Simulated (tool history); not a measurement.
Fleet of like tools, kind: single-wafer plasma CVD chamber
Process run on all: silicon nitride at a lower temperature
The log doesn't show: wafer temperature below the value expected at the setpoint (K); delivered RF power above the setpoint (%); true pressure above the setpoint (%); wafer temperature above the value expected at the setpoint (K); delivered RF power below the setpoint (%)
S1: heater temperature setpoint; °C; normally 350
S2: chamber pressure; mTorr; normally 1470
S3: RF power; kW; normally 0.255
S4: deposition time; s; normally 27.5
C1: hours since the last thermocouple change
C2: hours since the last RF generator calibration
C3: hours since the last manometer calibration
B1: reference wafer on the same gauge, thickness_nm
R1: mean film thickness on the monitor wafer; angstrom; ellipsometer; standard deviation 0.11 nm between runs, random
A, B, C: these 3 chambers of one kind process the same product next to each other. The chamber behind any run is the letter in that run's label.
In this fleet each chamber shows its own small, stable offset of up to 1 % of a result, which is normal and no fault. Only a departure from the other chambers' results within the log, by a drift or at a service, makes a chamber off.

Run 1A, day 0.221: usual settings; C1 556.3; C2 180.6; C3 841.7; B1 30.193. Result: R1 283.65 angstrom.
Run 2C, day 0.379: usual settings; C1 1534.7; C2 188.8; C3 717.9; B1 30.187. Result: R1 284.55 angstrom.
Run 3B, day 0.646: usual settings; C1 572; C2 249.1; C3 290.6; B1 30.177. Result: R1 282.14 angstrom.
Run 4A, day 0.892: usual settings; C1 572.4; C2 196.7; C3 857.8; B1 30.176. Result: R1 281.17 angstrom.
Run 5C, day 1.1: usual settings; C1 1552; C2 206.1; C3 735.2; B1 30.201. Result: R1 281.79 angstrom.
Run 6B, day 1.258: usual settings; C1 586.7; C2 263.8; C3 305.3; B1 30.21. Result: R1 282.91 angstrom.
Run 7B, day 1.425: usual settings; C1 590.7; C2 267.8; C3 309.3; B1 30.193. Result: R1 281.2 angstrom.
Run 8A, day 1.65: usual settings; C1 590.6; C2 214.9; C3 876; B1 30.214. Result: R1 283.96 angstrom.
Run 9C, day 1.954: usual settings; C1 1572.5; C2 226.6; C3 755.7; B1 30.194. Result: R1 286.27 angstrom.
Run 10C, day 2.179: usual settings but S4 32 s; C1 1577.9; C2 232; C3 761.1; B1 30.217. Result: R1 331.48 angstrom.
Run 11A, day 2.45: usual settings but S4 32 s; C1 609.8; C2 234.1; C3 895.2; B1 30.225. Result: R1 329.14 angstrom.
At day 2.642: chamber C: thermocouple changed; heater temperature recalibrated.
Run 12B, day 2.742: usual settings but S4 32 s; C1 622.3; C2 299.4; C3 340.9; B1 30.204. Result: R1 327.26 angstrom.
Run 13B, day 2.9: usual settings; C1 626.1; C2 303.2; C3 344.7; B1 30.187. Result: R1 282.38 angstrom.
Run 14A, day 3.079: usual settings; C1 624.9; C2 249.2; C3 910.3; B1 30.181. Result: R1 283.91 angstrom.
Run 15C, day 3.258: usual settings; C1 14.8; C2 257.9; C3 787; B1 30.227. Result: R1 285.57 angstrom.
Run 16B, day 3.471: usual settings; C1 639.8; C2 316.9; C3 358.4; B1 30.205. Result: R1 278.7 angstrom.
Run 17C, day 3.704: usual settings but S2 1660 mTorr, S4 30.7 s; C1 25.5; C2 268.6; C3 797.7; B1 30.23. Result: R1 326.93 angstrom.
Run 18A, day 3.892: usual settings but S2 1660 mTorr, S4 30.7 s; C1 644.4; C2 268.7; C3 929.8; B1 30.19. Result: R1 326.13 angstrom.
Run 19A, day 4.092: usual settings but S2 1660 mTorr, S4 30.7 s; C1 649.2; C2 273.5; C3 934.6; B1 30.206. Result: R1 326.61 angstrom.
Run 20C, day 4.271: usual settings; C1 39.1; C2 282.2; C3 811.3; B1 30.205. Result: R1 285.71 angstrom.
Run 21B, day 4.567: usual settings; C1 666.1; C2 343.2; C3 384.7; B1 30.225. Result: R1 278.35 angstrom.
Run 22A, day 4.729: usual settings but S2 1200 mTorr; C1 664.5; C2 288.8; C3 949.9; B1 30.2. Result: R1 266.33 angstrom.
Run 23B, day 4.883: usual settings but S2 1200 mTorr; C1 673.7; C2 350.8; C3 392.3; B1 30.196. Result: R1 260.48 angstrom.
Run 24C, day 5.15: usual settings but S2 1200 mTorr; C1 60.2; C2 303.3; C3 832.4; B1 30.164. Result: R1 269.35 angstrom.
Run 25B, day 5.329: usual settings; C1 684.4; C2 361.5; C3 403; B1 30.208. Result: R1 277.75 angstrom.
Run 26A, day 5.6: usual settings; C1 685.4; C2 309.7; C3 970.8; B1 30.182. Result: R1 282.07 angstrom.
Run 27C, day 5.754: usual settings; C1 74.7; C2 317.8; C3 846.9; B1 30.196. Result: R1 282.89 angstrom.
Run 28B, day 5.912: usual settings but S2 1210 mTorr, S3 0.23 kW; C1 698.4; C2 375.5; C3 417; B1 30.176. Result: R1 243.81 angstrom.
Run 29C, day 6.158: usual settings but S2 1210 mTorr, S3 0.23 kW; C1 84.4; C2 327.5; C3 856.6; B1 30.168. Result: R1 248.29 angstrom.
Run 30A, day 6.292: usual settings but S2 1210 mTorr, S3 0.23 kW; C1 702; C2 326.3; C3 987.4; B1 30.172. Result: R1 248.41 angstrom.
Run 31C, day 6.471: usual settings; C1 91.9; C2 335; C3 864.1; B1 30.197. Result: R1 283.62 angstrom.
Run 32B, day 6.721: usual settings; C1 717.8; C2 394.9; C3 436.4; B1 30.18. Result: R1 274.54 angstrom.
Run 33A, day 6.975: usual settings; C1 718.4; C2 342.7; C3 1003.8; B1 30.162. Result: R1 283.16 angstrom.
Run 34C, day 7.225: usual settings but S1 364 °C, S4 30.4 s; C1 110; C2 353.1; C3 882.2; B1 30.193. Result: R1 311.7 angstrom.
Run 35A, day 7.433: usual settings but S1 364 °C, S4 30.4 s; C1 729.4; C2 353.7; C3 1014.8; B1 30.181. Result: R1 312.32 angstrom.
Run 36B, day 7.571: usual settings but S1 364 °C, S4 30.4 s; C1 738.2; C2 415.3; C3 456.8; B1 30.195. Result: R1 301.83 angstrom.
Run 37A, day 7.746: usual settings; C1 736.9; C2 361.2; C3 1022.3; B1 30.191. Result: R1 282.7 angstrom.
Run 38C, day 7.925: usual settings; C1 126.8; C2 369.9; C3 899; B1 30.194. Result: R1 283.92 angstrom.
Run 39B, day 8.133: usual settings but S4 31.2 s; C1 751.7; C2 428.8; C3 470.3; B1 30.223. Result: R1 309.25 angstrom.
Run 40A, day 8.379: usual settings but S4 31.2 s; C1 752.1; C2 376.4; C3 1037.5; B1 30.208. Result: R1 320.8 angstrom.

Is one chamber out of step, is the gauge drifting, or do the chambers differ by no more than their own small offsets? For an off chamber, give its letter and the likeliest cause.

Little by little, chamber B moves away from the other chambers.
Likeliest cause: delivered RF power below the setpoint (%) = 4.72.

Which of the 4 candidates below, each the usual settings with something changed and its results left as question marks, puts chamber B back in line with what the other chambers give on the usual settings?
Allowed miss from the other chambers' usual-settings mean, per result, to count as in line: R1 4 angstrom
Run 41B-1, day 8.6: usual settings but S2 1430 mTorr, S3 0.245 kW. Result: R1 ?.
Run 41B-2, day 8.6: usual settings but S2 1400 mTorr. Result: R1 ?.
Run 41B-3, day 8.6: usual settings but S2 1510 mTorr, S3 0.265 kW. Result: R1 ?.
Run 41B-4, day 8.6: usual settings but S4 27.7 s. Result: R1 ?.

Average result of the remaining chambers running the usual settings: R1 283.39 angstrom
  run      R1
41B-1  262.96
41B-2  268.81
41B-3  282.07
41B-4   274.5
41B-3 puts the chamber back in line with the other chambers.
